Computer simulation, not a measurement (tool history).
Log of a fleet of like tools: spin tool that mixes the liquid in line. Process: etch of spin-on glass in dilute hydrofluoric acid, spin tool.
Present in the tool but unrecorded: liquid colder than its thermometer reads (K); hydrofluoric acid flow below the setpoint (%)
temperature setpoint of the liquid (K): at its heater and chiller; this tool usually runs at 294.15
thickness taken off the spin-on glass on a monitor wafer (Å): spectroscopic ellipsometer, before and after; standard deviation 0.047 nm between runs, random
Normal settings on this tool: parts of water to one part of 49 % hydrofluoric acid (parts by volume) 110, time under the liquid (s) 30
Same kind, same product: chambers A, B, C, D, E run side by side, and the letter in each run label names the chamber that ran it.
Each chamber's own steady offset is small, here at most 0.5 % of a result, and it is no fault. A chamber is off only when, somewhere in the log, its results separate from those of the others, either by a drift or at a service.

run   hour  temperature setpoint of the liquid (K)  parts of water to one part of 49 % hydrofluoric acid (parts by volume)  time under the liquid (s)  hours since the thermometer was replaced  hours since the hydrofluoric acid flow meter was replaced  read-back film thickness of the spin-on glass reference wafer, read on the same gauge (nm)  thickness taken off the spin-on glass on a monitor wafer (Å)
 1B    9.0                                  294.15                                                                     110                         30                                     585.0                                                      389.0                                                                                      69.944                                                       149.170
 2A   23.1                                  294.15                                                                     110                         30                                     171.7                                                     1793.4                                                                                      69.992                                                       149.100
 3C   36.5                                  294.15                                                                     110                         30                                    1720.5                                                      468.3                                                                                      70.021                                                       149.540
 4E   44.4                                  294.15                                                                     110                         30                                    1232.1                                                     1936.2                                                                                      70.025                                                       148.520
 5D   58.3                                  294.15                                                                     110                         30                                    1376.0                                                      926.7                                                                                      69.992                                                       150.190
 6C   70.6                                  294.15                                                                      90                         15                                    1754.6                                                      502.4                                                                                      70.012                                                        93.983
      77.1  -- chamber B: thermometer replaced
 7B   81.5                                  294.15                                                                      90                         15                                       4.5                                                      461.5                                                                                      70.024                                                        93.209
 8E   88.8                                  294.15                                                                      90                         15                                    1276.5                                                     1980.6                                                                                      69.995                                                        92.716
 9D  100.5                                  294.15                                                                      90                         15                                    1418.2                                                      968.9                                                                                      70.008                                                        93.037
10A  112.2                                  294.15                                                                      90                         15                                     260.8                                                     1882.5                                                                                      69.954                                                        93.361
     115.3  -- chamber B: hydrofluoric acid flow meter replaced
     116.4  -- chamber E: hydrofluoric acid flow meter replaced
11C  121.3                                  290.65                                                                     110                         20                                    1805.3                                                      553.1                                                                                      69.974                                                        86.244
12B  132.6                                  290.65                                                                     110                         20                                      55.6                                                       17.4                                                                                      69.984                                                        86.307
13A  148.4                                  290.65                                                                     110                         20                                     297.0                                                     1918.7                                                                                      70.045                                                        86.557
14D  157.0                                  290.65                                                                     110                         20                                    1474.7                                                     1025.4                                                                                      69.975                                                        86.464
15E  173.0                                  290.65                                                                     110                         20                                    1360.7                                                       56.7                                                                                      69.962                                                        86.074
     178.3  -- chamber A: hydrofluoric acid flow meter replaced
16C  180.5                                  294.15                                                                     110                         30                                    1864.5                                                      612.3                                                                                      69.977                                                       149.510
17D  192.1                                  294.15                                                                     110                         30                                    1509.8                                                     1060.5                                                                                      69.956                                                       149.280
18E  201.8                                  294.15                                                                     110                         30                                    1389.5                                                       85.5                                                                                      69.994                                                       148.930
19A  211.6                                  294.15                                                                     110                         30                                     360.2                                                       33.3                                                                                      69.999                                                       149.510
20B  219.4                                  294.15                                                                     110                         30                                     142.4                                                      104.2                                                                                      70.015                                                       150.040
21B  228.8                                  294.15                                                                     110                         30                                     151.8                                                      113.6                                                                                      69.985                                                       149.700
22D  241.0                                  294.15                                                                     110                         30                                    1558.7                                                     1109.4                                                                                      69.945                                                       149.600
23A  255.2                                  294.15                                                                     110                         30                                     403.8                                                       76.9                                                                                      69.965                                                       149.870
24C  264.5                                  294.15                                                                     110                         30                                    1948.5                                                      696.3                                                                                      70.002                                                       147.050
25E  277.9                                  294.15                                                                     110                         30                                    1465.6                                                      161.6                                                                                      69.992                                                       149.260
26E  285.6                                  294.15                                                                      75                         30                                    1473.3                                                      169.3                                                                                      70.044                                                       226.880
27D  295.7                                  294.15                                                                      75                         30                                    1613.4                                                     1164.1                                                                                      70.004                                                       224.830
28A  308.7                                  294.15                                                                      75                         30                                     457.3                                                      130.4                                                                                      69.994                                                       229.230
29B  316.8                                  294.15                                                                      75                         30                                     239.8                                                      201.6                                                                                      69.994                                                       229.540
30C  330.2                                  294.15                                                                      75                         30                                    2014.2                                                      762.0                                                                                      70.017                                                       225.330
31B  343.9                                  296.65                                                                     110                         40                                     266.9                                                      228.7                                                                                      69.998                                                       219.880
32A  351.4                                  296.65                                                                     110                         40                                     500.0                                                      173.1                                                                                      69.944                                                       222.090
33E  360.5                                  296.65                                                                     110                         40                                    1548.2                                                      244.2                                                                                      70.001                                                       219.450
34C  375.4                                  296.65                                                                     110                         40                                    2059.4                                                      807.2                                                                                      70.005                                                       213.290
35D  388.8                                  296.65                                                                     110                         40                                    1706.5                                                     1257.2                                                                                      69.977                                                       220.810
36A  399.4                                  294.15                                                                     110                         30                                     548.0                                                      221.1                                                                                      69.997                                                       150.370
37C  410.0                                  294.15                                                                     110                         30                                    2094.0                                                      841.8                                                                                      70.004                                                       143.430
38D  423.6                                  294.15                                                                     135                         20                                    1741.3                                                     1292.0                                                                                      70.013                                                        79.086

All 5 chambers run these settings next. Forecast each chamber's results:
39A  435.3                                  294.15                                                                     110                         30                                                                                                                                                                                                                                                              ?
39B  435.3                                  294.15                                                                     110                         30                                                                                                                                                                                                                                                              ?
39C  435.3                                  294.15                                                                     110                         30                                                                                                                                                                                                                                                              ?
39D  435.3                                  294.15                                                                     110                         30                                                                                                                                                                                                                                                              ?
39E  435.3                                  294.15                                                                     110                         30                                                                                                                                                                                                                                                              ?

run  thickness taken off the spin-on glass on a monitor wafer (Å)
39A                                                       149.960
39B                                                       149.060
39C                                                       143.600
39D                                                       149.280
39E                                                       148.690
